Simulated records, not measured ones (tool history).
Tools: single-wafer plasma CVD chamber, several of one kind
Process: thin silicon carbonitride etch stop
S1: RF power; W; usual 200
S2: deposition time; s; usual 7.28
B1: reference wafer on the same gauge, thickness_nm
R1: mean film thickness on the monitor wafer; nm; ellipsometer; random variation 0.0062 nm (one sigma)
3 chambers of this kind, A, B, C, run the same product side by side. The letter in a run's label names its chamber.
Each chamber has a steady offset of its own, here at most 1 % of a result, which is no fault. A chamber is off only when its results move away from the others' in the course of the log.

run	hour	S1	S2	B1	R1
1B	7.0	200	7.28	4.0910	4.1223
2A	12.4	200	7.28	4.0914	4.1351
3C	19.2	200	7.28	4.0879	4.1073
4C	27.9	200	7.28	4.0879	4.1041
5A	33.9	230	7.28	4.0873	4.2968
6B	40.3	230	7.28	4.0860	4.2910
7A	47.6	230	7.28	4.0862	4.3096
8C	53.8	200	7.28	4.0866	4.1119
9B	60.1	200	7.28	4.0847	4.1066
# hour 61.4: chamber B: RF generator calibrated
10C	70.4	200	7.28	4.0852	4.1181
11B	76.5	200	7.28	4.0831	4.1074
12A	81.7	200	7.28	4.0827	4.1339
13C	92.0	200	7.28	4.0814	4.1069
14B	99.7	165	7.28	4.0812	3.8822
15A	110.2	165	7.28	4.0801	3.8859
16A	116.0	165	7.28	4.0788	3.8841
17B	127.9	200	7.28	4.0767	4.1049
18C	138.7	200	7.28	4.0779	4.1101
19B	146.8	200	7.28	4.0755	4.1054
20A	158.5	200	7.28	4.0767	4.1225
21C	165.3	200	7.28	4.0744	4.1050
22C	176.1	200	7.28	4.0735	4.0955
23A	187.9	165	7.28	4.0733	3.8909
24B	195.9	165	7.28	4.0733	3.8668
25B	204.2	165	7.28	4.0701	3.8726
26A	213.0	200	7.28	4.0691	4.1206
27C	218.5	200	7.28	4.0700	4.1014
28C	228.8	200	7.28	4.0688	4.1008
29B	239.2	200	7.28	4.0672	4.0940
30A	246.0	200	7.28	4.0677	4.1023
31A	256.2	200	7.28	4.0661	4.1089
32C	264.1	170	6.04	4.0674	3.2280

Is one chamber off against the others, does the gauge drift, or is nothing wrong? If a chamber is off, say which, and what the likeliest cause is.

The gauge drifts, so all chambers seem to drift together. No chamber is off.
Cause: gauge reads low (%) = 0.613.
